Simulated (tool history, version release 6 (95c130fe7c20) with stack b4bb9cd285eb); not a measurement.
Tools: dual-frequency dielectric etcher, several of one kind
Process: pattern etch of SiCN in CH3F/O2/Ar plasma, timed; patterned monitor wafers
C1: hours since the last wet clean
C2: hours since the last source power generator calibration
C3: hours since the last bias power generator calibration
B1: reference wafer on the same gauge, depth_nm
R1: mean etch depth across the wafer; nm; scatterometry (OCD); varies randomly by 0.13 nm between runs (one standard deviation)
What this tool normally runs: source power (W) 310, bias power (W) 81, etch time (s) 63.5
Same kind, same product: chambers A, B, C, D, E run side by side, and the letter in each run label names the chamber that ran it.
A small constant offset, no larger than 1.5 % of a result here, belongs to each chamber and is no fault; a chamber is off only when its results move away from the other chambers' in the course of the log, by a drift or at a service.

{"run": "1C", "hour": 12.1, "source power (W)": 310, "bias power (W)": 81, "etch time (s)": 63.5, "C1": 200.4, "C2": 1652.2, "C3": 3321, "B1": 25.804, "R1": 22.268}
{"run": "2D", "hour": 20.1, "source power (W)": 310, "bias power (W)": 81, "etch time (s)": 63.5, "C1": 46.5, "C2": 1392, "C3": 3648.6, "B1": 25.813, "R1": 22.522}
{"run": "3E", "hour": 28.0, "source power (W)": 310, "bias power (W)": 81, "etch time (s)": 63.5, "C1": 98, "C2": 254.3, "C3": 485.9, "B1": 25.818, "R1": 22.574}
{"run": "4B", "hour": 35.1, "source power (W)": 310, "bias power (W)": 81, "etch time (s)": 63.5, "C1": 516.6, "C2": 390.9, "C3": 913.4, "B1": 25.772, "R1": 22.722}
{"run": "5A", "hour": 48.5, "source power (W)": 310, "bias power (W)": 81, "etch time (s)": 63.5, "C1": 290.9, "C2": 3140.5, "C3": 887.4, "B1": 25.81, "R1": 22.809}
{"hour": 48.9, "done": "chamber B: wet clean of the chamber"}
{"run": "6A", "hour": 61.1, "source power (W)": 310, "bias power (W)": 81, "etch time (s)": 63.5, "C1": 303.5, "C2": 3153.1, "C3": 900, "B1": 25.781, "R1": 22.963}
{"run": "7C", "hour": 73.8, "source power (W)": 310, "bias power (W)": 81, "etch time (s)": 63.5, "C1": 262.1, "C2": 1713.9, "C3": 3382.7, "B1": 25.802, "R1": 22.507}
{"run": "8D", "hour": 83.2, "source power (W)": 310, "bias power (W)": 81, "etch time (s)": 63.5, "C1": 109.6, "C2": 1455.1, "C3": 3711.7, "B1": 25.752, "R1": 22.51}
{"hour": 86.8, "done": "chamber D: bias power generator calibrated"}
{"run": "9B", "hour": 92.1, "source power (W)": 310, "bias power (W)": 81, "etch time (s)": 63.5, "C1": 43.2, "C2": 447.9, "C3": 970.4, "B1": 25.787, "R1": 22.777}
{"run": "10E", "hour": 102.6, "source power (W)": 310, "bias power (W)": 81, "etch time (s)": 63.5, "C1": 172.6, "C2": 328.9, "C3": 560.5, "B1": 25.777, "R1": 22.5}
{"run": "11E", "hour": 112.9, "source power (W)": 310, "bias power (W)": 81, "etch time (s)": 63.5, "C1": 182.9, "C2": 339.2, "C3": 570.8, "B1": 25.825, "R1": 22.22}
{"run": "12C", "hour": 121.8, "source power (W)": 310, "bias power (W)": 81, "etch time (s)": 63.5, "C1": 310.1, "C2": 1761.9, "C3": 3430.7, "B1": 25.814, "R1": 22.724}
{"run": "13A", "hour": 128.9, "source power (W)": 310, "bias power (W)": 81, "etch time (s)": 63.5, "C1": 371.3, "C2": 3220.9, "C3": 967.8, "B1": 25.791, "R1": 22.494}
{"run": "14B", "hour": 141.4, "source power (W)": 310, "bias power (W)": 81, "etch time (s)": 63.5, "C1": 92.5, "C2": 497.2, "C3": 1019.7, "B1": 25.788, "R1": 22.904}
{"run": "15D", "hour": 153.6, "source power (W)": 310, "bias power (W)": 81, "etch time (s)": 50.5, "C1": 180, "C2": 1525.5, "C3": 66.8, "B1": 25.767, "R1": 17.92}
{"run": "16D", "hour": 163.5, "source power (W)": 310, "bias power (W)": 81, "etch time (s)": 50.5, "C1": 189.9, "C2": 1535.4, "C3": 76.7, "B1": 25.788, "R1": 17.929}
{"run": "17B", "hour": 171.7, "source power (W)": 310, "bias power (W)": 81, "etch time (s)": 50.5, "C1": 122.8, "C2": 527.5, "C3": 1050, "B1": 25.797, "R1": 18.158}
{"run": "18C", "hour": 183.7, "source power (W)": 310, "bias power (W)": 81, "etch time (s)": 50.5, "C1": 372, "C2": 1823.8, "C3": 3492.6, "B1": 25.81, "R1": 17.997}
{"run": "19A", "hour": 196.9, "source power (W)": 310, "bias power (W)": 81, "etch time (s)": 50.5, "C1": 439.3, "C2": 3288.9, "C3": 1035.8, "B1": 25.798, "R1": 18}
{"run": "20E", "hour": 209.9, "source power (W)": 310, "bias power (W)": 81, "etch time (s)": 63.5, "C1": 279.9, "C2": 436.2, "C3": 667.8, "B1": 25.824, "R1": 22.379}
{"run": "21C", "hour": 216.2, "source power (W)": 310, "bias power (W)": 81, "etch time (s)": 63.5, "C1": 404.5, "C2": 1856.3, "C3": 3525.1, "B1": 25.783, "R1": 22.936}
{"hour": 218.3, "done": "chamber A: wet clean of the chamber"}
{"run": "22D", "hour": 226.7, "source power (W)": 310, "bias power (W)": 81, "etch time (s)": 63.5, "C1": 253.1, "C2": 1598.6, "C3": 139.9, "B1": 25.796, "R1": 22.566}
{"run": "23B", "hour": 234.9, "source power (W)": 310, "bias power (W)": 81, "etch time (s)": 63.5, "C1": 186, "C2": 590.7, "C3": 1113.2, "B1": 25.789, "R1": 22.698}
{"run": "24A", "hour": 243.4, "source power (W)": 310, "bias power (W)": 93, "etch time (s)": 52.5, "C1": 25.2, "C2": 3335.4, "C3": 1082.3, "B1": 25.817, "R1": 19.755}
{"run": "25E", "hour": 251.7, "source power (W)": 310, "bias power (W)": 93, "etch time (s)": 52.5, "C1": 321.7, "C2": 478, "C3": 709.6, "B1": 25.801, "R1": 19.488}
{"run": "26E", "hour": 261.8, "source power (W)": 310, "bias power (W)": 93, "etch time (s)": 52.5, "C1": 331.8, "C2": 488.1, "C3": 719.7, "B1": 25.796, "R1": 19.686}
{"run": "27D", "hour": 273.1, "source power (W)": 310, "bias power (W)": 93, "etch time (s)": 52.5, "C1": 299.5, "C2": 1645, "C3": 186.3, "B1": 25.795, "R1": 19.596}
{"run": "28B", "hour": 285.1, "source power (W)": 310, "bias power (W)": 93, "etch time (s)": 52.5, "C1": 236.2, "C2": 640.9, "C3": 1163.4, "B1": 25.81, "R1": 19.923}
{"hour": 287.4, "done": "chamber D: wet clean of the chamber"}
{"run": "29C", "hour": 291.8, "source power (W)": 310, "bias power (W)": 81, "etch time (s)": 63.5, "C1": 480.1, "C2": 1931.9, "C3": 3600.7, "B1": 25.817, "R1": 23.237}
{"run": "30A", "hour": 302.2, "source power (W)": 310, "bias power (W)": 81, "etch time (s)": 63.5, "C1": 84, "C2": 3394.2, "C3": 1141.1, "B1": 25.804, "R1": 22.794}
{"hour": 309.1, "done": "chamber C: source power generator calibrated"}
{"run": "31B", "hour": 310.4, "source power (W)": 310, "bias power (W)": 81, "etch time (s)": 63.5, "C1": 261.5, "C2": 666.2, "C3": 1188.7, "B1": 25.784, "R1": 22.888}
{"run": "32E", "hour": 318.4, "source power (W)": 310, "bias power (W)": 81, "etch time (s)": 63.5, "C1": 388.4, "C2": 544.7, "C3": 776.3, "B1": 25.792, "R1": 22.594}
{"run": "33C", "hour": 324.3, "source power (W)": 310, "bias power (W)": 81, "etch time (s)": 63.5, "C1": 512.6, "C2": 15.3, "C3": 3633.2, "B1": 25.816, "R1": 23.034}
{"run": "34A", "hour": 335.3, "source power (W)": 370, "bias power (W)": 81, "etch time (s)": 63.5, "C1": 117.1, "C2": 3427.3, "C3": 1174.2, "B1": 25.858, "R1": 24.329}
{"run": "35D", "hour": 345.7, "source power (W)": 370, "bias power (W)": 81, "etch time (s)": 63.5, "C1": 58.4, "C2": 1717.6, "C3": 258.9, "B1": 25.777, "R1": 24.014}
{"run": "36B", "hour": 357.6, "source power (W)": 370, "bias power (W)": 81, "etch time (s)": 63.5, "C1": 308.7, "C2": 713.4, "C3": 1235.9, "B1": 25.782, "R1": 24.375}
{"run": "37A", "hour": 365.9, "source power (W)": 370, "bias power (W)": 81, "etch time (s)": 63.5, "C1": 147.7, "C2": 3457.9, "C3": 1204.8, "B1": 25.809, "R1": 24.319}
{"run": "38E", "hour": 379.2, "source power (W)": 370, "bias power (W)": 81, "etch time (s)": 63.5, "C1": 449.2, "C2": 605.5, "C3": 837.1, "B1": 25.763, "R1": 23.822}
{"run": "39D", "hour": 385.9, "source power (W)": 310, "bias power (W)": 81, "etch time (s)": 63.5, "C1": 98.6, "C2": 1757.8, "C3": 299.1, "B1": 25.791, "R1": 22.247}

Decide between three cases: one chamber stands off from its peers, the gauge reading all wafers drifts, or nothing is wrong past each chamber's small offset. Where a chamber is off, say which and what most likely put it there.

It is chamber C that slowly wanders off from its peers.
Cause: etch rate over this chamber's usual, % = 4.17.

Which of the 4 candidates below, each the usual settings with something changed and its results left as question marks, puts chamber C back in line with what the other chambers give on the usual settings?
In line means no further than this from the other chambers' mean on the usual settings: R1 0.46 nm
{"run": "40C-1", "hour": 395.5, "source power (W)": 310, "bias power (W)": 80, "etch time (s)": 60, "R1": "?"}
{"run": "40C-2", "hour": 395.5, "source power (W)": 340, "bias power (W)": 88, "etch time (s)": 63.5, "R1": "?"}
{"run": "40C-3", "hour": 395.5, "source power (W)": 320, "bias power (W)": 84, "etch time (s)": 63.5, "R1": "?"}
{"run": "40C-4", "hour": 395.5, "source power (W)": 310, "bias power (W)": 80, "etch time (s)": 62, "R1": "?"}

On the usual settings, the other chambers give on average: R1 22.654 nm
run=40C-1 R1=21.975
run=40C-2 R1=24.933
run=40C-3 R1=23.963
run=40C-4 R1=22.708
40C-4 puts the chamber back in line with the other chambers.

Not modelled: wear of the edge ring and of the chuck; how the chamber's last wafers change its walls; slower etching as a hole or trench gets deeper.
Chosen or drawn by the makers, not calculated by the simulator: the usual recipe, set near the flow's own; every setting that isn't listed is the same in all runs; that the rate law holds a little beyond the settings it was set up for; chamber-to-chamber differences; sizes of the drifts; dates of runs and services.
